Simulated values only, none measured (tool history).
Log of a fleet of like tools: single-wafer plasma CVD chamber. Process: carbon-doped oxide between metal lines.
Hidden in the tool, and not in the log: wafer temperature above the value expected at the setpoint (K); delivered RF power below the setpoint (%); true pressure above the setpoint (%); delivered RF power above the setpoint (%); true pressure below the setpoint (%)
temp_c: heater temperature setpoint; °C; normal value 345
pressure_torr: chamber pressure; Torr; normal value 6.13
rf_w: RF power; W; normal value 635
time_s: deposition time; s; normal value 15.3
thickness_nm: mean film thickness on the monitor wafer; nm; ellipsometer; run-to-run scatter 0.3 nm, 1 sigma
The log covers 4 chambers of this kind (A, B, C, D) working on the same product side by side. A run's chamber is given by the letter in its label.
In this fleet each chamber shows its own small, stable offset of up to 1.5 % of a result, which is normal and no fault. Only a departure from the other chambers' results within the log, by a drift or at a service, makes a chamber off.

run    day  temp_c  pressure_torr  rf_w  time_s  hours since the last thermocouple change  hours since the last RF generator calibration  hours since the last manometer calibration  read-back reference wafer on the same gauge, thickness_nm  thickness_nm
 1C  0.162     345           6.13   635    15.3                                    1977.5                                         1251.5                                      1846.8                                                     113.86        96.037
 2A  0.488     345           6.13   635    15.3                                    1347.5                                          591.0                                       893.1                                                     113.87        94.873
 3D  0.725     345           6.13   635    15.3                                      81.5                                          422.9                                      1654.4                                                     113.91        95.025
 4B  1.067     345           6.13   635    15.3                                    1679.3                                          306.4                                       228.7                                                     113.84        94.208
     1.208  -- chamber C: thermocouple changed; heater temperature recalibrated
 5B  1.246     345           6.13   635    15.3                                    1683.6                                          310.7                                       233.0                                                     113.97        94.253
 6C  1.571     352           6.13   635    15.3                                       8.8                                         1285.3                                      1880.6                                                     113.92        94.249
 7A  1.775     352           6.13   635    15.3                                    1378.4                                          621.9                                       924.0                                                     113.85        93.104
 8D  2.096     352           6.13   635    15.3                                     114.4                                          455.8                                      1687.3                                                     113.87        93.163
     2.133  -- chamber A: thermocouple changed; heater temperature recalibrated
 9C  2.362     352           6.13   635    15.3                                      27.8                                         1304.3                                      1899.6                                                     113.86        94.006
10D  2.596     345           6.13   635    15.3                                     126.4                                          467.8                                      1699.3                                                     113.93        95.250
     2.667  -- chamber B: thermocouple changed; heater temperature recalibrated
11B  2.833     332           4.89   635    15.3                                       4.1                                          348.8                                       271.1                                                     113.98        95.610
12A  3.158     332           4.89   635    15.3                                      24.6                                          655.1                                       957.2                                                     113.83        96.473
13D  3.317     332           4.89   635    15.3                                     143.7                                          485.1                                      1716.6                                                     113.91        96.113
14C  3.612     332           4.89   635    15.3                                      57.8                                         1334.3                                      1929.6                                                     113.93        96.847
15B  3.883     353           6.13   635    15.3                                      29.3                                          374.0                                       296.3                                                     113.81        92.419
16A  4.158     353           6.13   635    15.3                                      48.6                                          679.1                                       981.2                                                     113.91        92.673
17D  4.425     353           6.13   635    15.3                                     170.3                                          511.7                                      1743.2                                                     113.96        91.595
18C  4.750     353           6.13   635    15.3                                      85.1                                         1361.6                                      1956.9                                                     113.83        93.477
19B  4.983     345           6.13   635    15.3                                      55.7                                          400.4                                       322.7                                                     113.89        94.700
20A  5.283     345           6.72   730    15.3                                      75.6                                          706.1                                      1008.2                                                     113.86       103.750
21C  5.492     345           6.72   730    15.3                                     102.9                                         1379.4                                      1974.7                                                     113.84       105.820
22B  5.658     345           6.72   730    15.3                                      71.9                                          416.6                                       338.9                                                     113.86       103.000
23A  5.975     345           6.72   730    15.3                                      92.2                                          722.7                                      1024.8                                                     113.91       104.150
24D  6.150     345           6.13   635    15.3                                     211.7                                          553.1                                      1784.6                                                     113.87        93.569
25B  6.383     345           6.13   635    15.3                                      89.3                                          434.0                                       356.3                                                     113.93        94.701
26D  6.638     345           6.13   635    15.3                                     223.4                                          564.8                                      1796.3                                                     113.88        93.253
27C  6.812     345           6.13   635    15.3                                     134.6                                         1411.1                                      2006.4                                                     113.82        96.190
28A  7.146     345           6.13   635    15.3                                     120.3                                          750.8                                      1052.9                                                     113.92        94.573
29C  7.458     345           6.13   635    15.3                                     150.1                                         1426.6                                      2021.9                                                     113.87        95.821
30D  7.817     345           6.13   635    15.3                                     251.7                                          593.1                                      1824.6                                                     113.90        92.741
31B  8.067     345           6.13   585    12.9                                     129.7                                          474.4                                       396.7                                                     113.84        75.916
32A  8.342     345           6.13   585    12.9                                     149.0                                          779.5                                      1081.6                                                     113.88        76.393
33B  8.517     345           6.13   585    12.9                                     140.5                                          485.2                                       407.5                                                     113.83        75.675
34D  8.725     345           6.13   585    12.9                                     273.5                                          614.9                                      1846.4                                                     113.88        73.798

Each of the 4 chambers runs these same settings next. Fill in every chamber's results:
35A  8.979     345           6.13   545    15.3                                                                                                                                                                                                             ?
35B  8.979     345           6.13   545    15.3                                                                                                                                                                                                             ?
35C  8.979     345           6.13   545    15.3                                                                                                                                                                                                             ?
35D  8.979     345           6.13   545    15.3                                                                                                                                                                                                             ?

run  thickness_nm
35A        86.511
35B        85.867
35C        87.461
35D        83.371
